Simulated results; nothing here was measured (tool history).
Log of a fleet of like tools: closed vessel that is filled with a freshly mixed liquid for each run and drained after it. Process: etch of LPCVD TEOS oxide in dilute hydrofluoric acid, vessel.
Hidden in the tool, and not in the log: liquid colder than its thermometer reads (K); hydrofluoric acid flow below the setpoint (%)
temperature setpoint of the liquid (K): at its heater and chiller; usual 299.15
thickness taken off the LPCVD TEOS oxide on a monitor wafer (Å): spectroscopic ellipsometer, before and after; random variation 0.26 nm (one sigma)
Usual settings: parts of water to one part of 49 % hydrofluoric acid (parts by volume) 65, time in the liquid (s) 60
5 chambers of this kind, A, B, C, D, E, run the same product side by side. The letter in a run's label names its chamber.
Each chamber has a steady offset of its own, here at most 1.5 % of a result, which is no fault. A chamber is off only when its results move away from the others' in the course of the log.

run,hour,temperature setpoint of the liquid (K),parts of water to one part of 49 % hydrofluoric acid (parts by volume),time in the liquid (s),hours since the thermometer was replaced,hours since the hydrofluoric acid flow meter was replaced,"read-back film thickness of the LPCVD TEOS oxide reference wafer, read on the same gauge (nm)",thickness taken off the LPCVD TEOS oxide on a monitor wafer (Å)
1E,2.6,299.15,65,60,365.4,611.9,140.00,371.33
2B,7.8,299.15,65,60,563.4,297.5,139.99,372.34
3A,11.8,299.15,65,60,2487.0,628.6,139.96,369.89
4D,16.2,299.15,65,60,481.1,374.7,139.97,374.45
5C,21.5,299.15,65,60,958.4,864.1,140.00,373.11
6D,24.1,299.15,65,60,489.0,382.6,140.03,371.60
# hour 25.7: chamber A: thermometer replaced
7A,28.7,299.15,65,60,3.1,645.5,140.05,368.91
8C,32.2,299.15,75,60,969.1,874.8,139.99,322.72
9E,37.5,299.15,75,60,400.3,646.8,139.98,319.10
10B,40.8,299.15,75,60,596.4,330.5,139.99,315.26
11B,45.7,299.15,75,60,601.3,335.4,140.01,313.15
12D,50.6,299.15,75,60,515.5,409.1,139.99,317.04
13A,54.3,299.15,65,60,28.7,671.1,140.01,375.29
14C,57.6,302.65,65,60,994.5,900.2,140.00,423.41
# hour 61.4: chamber B: thermometer replaced
15E,62.1,302.65,65,60,424.9,671.4,140.00,424.71
16C,65.6,302.65,65,60,1002.5,908.2,140.02,427.36
17E,69.3,302.65,65,60,432.1,678.6,140.03,419.17
18B,72.3,302.65,65,60,10.9,362.0,139.98,419.85
19A,77.0,299.15,65,60,51.4,693.8,139.98,366.97
20D,81.9,299.15,65,60,546.8,440.4,139.97,372.54
21C,84.9,299.15,65,60,1021.8,927.5,140.02,377.44
22E,88.2,299.15,65,60,451.0,697.5,140.00,367.35
23D,92.4,299.15,65,60,557.3,450.9,140.02,379.55
24B,96.1,299.15,85,60,34.7,385.8,140.00,273.71
25A,101.5,299.15,85,60,75.9,718.3,140.00,277.30
26B,106.2,299.15,85,60,44.8,395.9,139.99,265.22
27D,111.5,299.15,85,60,576.4,470.0,139.99,280.27
28A,114.0,299.15,85,60,88.4,730.8,139.99,275.03
29C,118.3,299.15,65,60,1055.2,960.9,140.00,373.43
30E,123.7,299.15,65,60,486.5,733.0,140.01,372.96
31C,128.5,295.65,75,60,1065.4,971.1,140.01,281.75
32B,131.4,295.65,75,60,70.0,421.1,140.01,266.74
33D,134.3,295.65,75,60,599.2,492.8,140.00,277.95
34A,138.2,295.65,75,60,112.6,755.0,140.02,277.13
35E,142.3,295.65,75,60,505.1,751.6,140.02,278.99
36D,146.3,299.15,65,60,611.2,504.8,139.97,376.72
37E,150.0,299.15,65,60,512.8,759.3,139.98,371.84
38A,154.6,299.15,65,60,129.0,771.4,140.01,366.57

What goes on in this fleet: one chamber off, a drifting gauge, or nothing beyond the chambers' own small offsets? Name the chamber and the cause, if any.

Chamber B drifts away from the others.
Cause: hydrofluoric acid flow below the setpoint (%) = 3.68.

Here are 4 candidates for chamber B's next run, each the usual settings with a change, their results left as question marks. Which one brings its results back in line with what the others give on the usual settings?
In line means no further than this from the other chambers' mean on the usual settings: thickness taken off the LPCVD TEOS oxide on a monitor wafer (Å) 9.10
39B-1,158.5,300.15,65,60,,,,?
39B-2,158.5,299.15,65,65,,,,?
39B-3,158.5,299.15,65,55,,,,?
39B-4,158.5,298.15,65,60,,,,?

The other chambers' mean on the usual settings: thickness taken off the LPCVD TEOS oxide on a monitor wafer (Å) 372.20
run,thickness taken off the LPCVD TEOS oxide on a monitor wafer (Å)
39B-1,370.85
39B-2,385.94
39B-3,326.56
39B-4,341.97
39B-1 brings the chamber back in line.

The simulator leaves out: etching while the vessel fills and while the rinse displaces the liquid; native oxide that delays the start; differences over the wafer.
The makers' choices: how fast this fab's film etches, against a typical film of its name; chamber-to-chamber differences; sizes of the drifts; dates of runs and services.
